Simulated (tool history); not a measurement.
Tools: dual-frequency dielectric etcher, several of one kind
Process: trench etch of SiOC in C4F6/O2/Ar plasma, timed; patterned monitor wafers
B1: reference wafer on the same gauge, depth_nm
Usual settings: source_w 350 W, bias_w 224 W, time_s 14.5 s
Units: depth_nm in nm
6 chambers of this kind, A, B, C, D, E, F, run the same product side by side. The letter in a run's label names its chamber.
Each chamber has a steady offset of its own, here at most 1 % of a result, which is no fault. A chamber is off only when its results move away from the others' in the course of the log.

{"run": "1E", "day": 0.271, "source_w": 350, "bias_w": 224, "time_s": 14.5, "B1": 24.578, "depth_nm": 30.87}
{"run": "2D", "day": 0.5, "source_w": 350, "bias_w": 224, "time_s": 14.5, "B1": 24.62, "depth_nm": 30.947}
{"run": "3B", "day": 0.738, "source_w": 350, "bias_w": 224, "time_s": 14.5, "B1": 24.623, "depth_nm": 31.05}
{"run": "4A", "day": 0.975, "source_w": 350, "bias_w": 224, "time_s": 14.5, "B1": 24.612, "depth_nm": 30.767}
{"run": "5C", "day": 1.15, "source_w": 350, "bias_w": 224, "time_s": 14.5, "B1": 24.597, "depth_nm": 31.022}
{"run": "6F", "day": 1.358, "source_w": 350, "bias_w": 224, "time_s": 14.5, "B1": 24.592, "depth_nm": 30.61}
{"run": "7A", "day": 1.5, "source_w": 350, "bias_w": 224, "time_s": 14.5, "B1": 24.609, "depth_nm": 30.655}
{"run": "8C", "day": 1.704, "source_w": 350, "bias_w": 224, "time_s": 14.5, "B1": 24.602, "depth_nm": 31.04}
{"run": "9B", "day": 1.908, "source_w": 350, "bias_w": 180, "time_s": 12.5, "B1": 24.59, "depth_nm": 24.728}
{"run": "10D", "day": 2.046, "source_w": 350, "bias_w": 180, "time_s": 12.5, "B1": 24.619, "depth_nm": 24.834}
{"run": "11E", "day": 2.258, "source_w": 350, "bias_w": 180, "time_s": 12.5, "B1": 24.597, "depth_nm": 24.839}
{"run": "12F", "day": 2.408, "source_w": 350, "bias_w": 180, "time_s": 12.5, "B1": 24.602, "depth_nm": 24.543}
{"run": "13F", "day": 2.596, "source_w": 350, "bias_w": 180, "time_s": 12.5, "B1": 24.613, "depth_nm": 24.434}
{"run": "14A", "day": 2.854, "source_w": 350, "bias_w": 180, "time_s": 12.5, "B1": 24.561, "depth_nm": 24.514}
{"run": "15C", "day": 2.979, "source_w": 350, "bias_w": 224, "time_s": 14.5, "B1": 24.574, "depth_nm": 30.725}
{"run": "16D", "day": 3.183, "source_w": 350, "bias_w": 224, "time_s": 14.5, "B1": 24.603, "depth_nm": 31.146}
{"run": "17E", "day": 3.417, "source_w": 290, "bias_w": 224, "time_s": 14.5, "B1": 24.583, "depth_nm": 28.877}
{"run": "18B", "day": 3.588, "source_w": 290, "bias_w": 224, "time_s": 14.5, "B1": 24.572, "depth_nm": 28.557}
{"run": "19B", "day": 3.783, "source_w": 290, "bias_w": 224, "time_s": 14.5, "B1": 24.604, "depth_nm": 28.23}
{"run": "20F", "day": 4.029, "source_w": 290, "bias_w": 224, "time_s": 14.5, "B1": 24.616, "depth_nm": 28.315}
{"run": "21E", "day": 4.275, "source_w": 290, "bias_w": 224, "time_s": 14.5, "B1": 24.605, "depth_nm": 28.913}
{"run": "22D", "day": 4.442, "source_w": 290, "bias_w": 224, "time_s": 14.5, "B1": 24.599, "depth_nm": 28.634}
{"day": 4.604, "done": "chamber F: wet clean of the chamber"}
{"run": "23A", "day": 4.604, "source_w": 350, "bias_w": 224, "time_s": 14.5, "B1": 24.618, "depth_nm": 30.727}
{"run": "24C", "day": 4.821, "source_w": 400, "bias_w": 178, "time_s": 14.5, "B1": 24.591, "depth_nm": 30.313}
{"day": 4.904, "done": "chamber C: wet clean of the chamber"}
{"run": "25B", "day": 5.067, "source_w": 400, "bias_w": 178, "time_s": 14.5, "B1": 24.641, "depth_nm": 30.179}
{"run": "26E", "day": 5.312, "source_w": 400, "bias_w": 178, "time_s": 14.5, "B1": 24.567, "depth_nm": 30.202}
{"run": "27A", "day": 5.438, "source_w": 400, "bias_w": 178, "time_s": 14.5, "B1": 24.613, "depth_nm": 29.812}
{"run": "28C", "day": 5.679, "source_w": 400, "bias_w": 178, "time_s": 14.5, "B1": 24.61, "depth_nm": 30.483}
{"run": "29F", "day": 5.867, "source_w": 400, "bias_w": 178, "time_s": 14.5, "B1": 24.585, "depth_nm": 28.772}
{"run": "30D", "day": 6.05, "source_w": 350, "bias_w": 224, "time_s": 14.5, "B1": 24.595, "depth_nm": 30.836}
{"run": "31C", "day": 6.267, "source_w": 350, "bias_w": 224, "time_s": 14.5, "B1": 24.6, "depth_nm": 30.871}
{"run": "32F", "day": 6.533, "source_w": 350, "bias_w": 224, "time_s": 14.5, "B1": 24.605, "depth_nm": 29.601}
{"day": 6.621, "done": "chamber D: source power generator calibrated"}
{"run": "33E", "day": 6.758, "source_w": 350, "bias_w": 224, "time_s": 14.5, "B1": 24.627, "depth_nm": 30.76}
{"run": "34D", "day": 6.908, "source_w": 350, "bias_w": 224, "time_s": 14.5, "B1": 24.586, "depth_nm": 31.023}
{"run": "35B", "day": 7.129, "source_w": 350, "bias_w": 224, "time_s": 14.5, "B1": 24.612, "depth_nm": 30.812}
{"run": "36A", "day": 7.358, "source_w": 350, "bias_w": 224, "time_s": 14.5, "B1": 24.582, "depth_nm": 30.776}
{"run": "37B", "day": 7.617, "source_w": 350, "bias_w": 224, "time_s": 14.5, "B1": 24.618, "depth_nm": 30.873}
{"run": "38C", "day": 7.792, "source_w": 350, "bias_w": 224, "time_s": 14.5, "B1": 24.61, "depth_nm": 31.008}
{"run": "39D", "day": 7.967, "source_w": 350, "bias_w": 224, "time_s": 14.5, "B1": 24.609, "depth_nm": 30.75}
{"run": "40E", "day": 8.15, "source_w": 350, "bias_w": 224, "time_s": 14.5, "B1": 24.606, "depth_nm": 30.811}
{"run": "41F", "day": 8.367, "source_w": 350, "bias_w": 224, "time_s": 14.5, "B1": 24.612, "depth_nm": 29.236}
{"run": "42A", "day": 8.525, "source_w": 350, "bias_w": 224, "time_s": 14.5, "B1": 24.588, "depth_nm": 30.876}
{"run": "43E", "day": 8.75, "source_w": 350, "bias_w": 224, "time_s": 14.5, "B1": 24.595, "depth_nm": 31.252}
{"run": "44B", "day": 8.996, "source_w": 350, "bias_w": 224, "time_s": 14.5, "B1": 24.621, "depth_nm": 30.923}

What goes on in this fleet: one chamber off, a drifting gauge, or nothing beyond the chambers' own small offsets? Name the chamber and the cause, if any.

A service left chamber F off against the others.
Cause: etch rate under this chamber's usual, % = 3.4.

Here are 4 candidates for chamber F's next run, each the usual settings with a change, their results left as question marks. Which one brings its results back in line with what the others give on the usual settings?
In line means no further than this from the other chambers' mean on the usual settings: depth_nm 0.57 nm
{"run": "45F-1", "day": 9.192, "source_w": 390, "bias_w": 224, "time_s": 14.5, "depth_nm": "?"}
{"run": "45F-2", "day": 9.192, "source_w": 350, "bias_w": 196, "time_s": 14.5, "depth_nm": "?"}
{"run": "45F-3", "day": 9.192, "source_w": 360, "bias_w": 227, "time_s": 15.5, "depth_nm": "?"}
{"run": "45F-4", "day": 9.192, "source_w": 310, "bias_w": 202, "time_s": 14.5, "depth_nm": "?"}

The other chambers' mean on the usual settings: depth_nm 30.862 nm
run=45F-1 depth_nm=30.84
run=45F-2 depth_nm=28.32
run=45F-3 depth_nm=32.127
run=45F-4 depth_nm=27.317
45F-1 brings the chamber back in line.
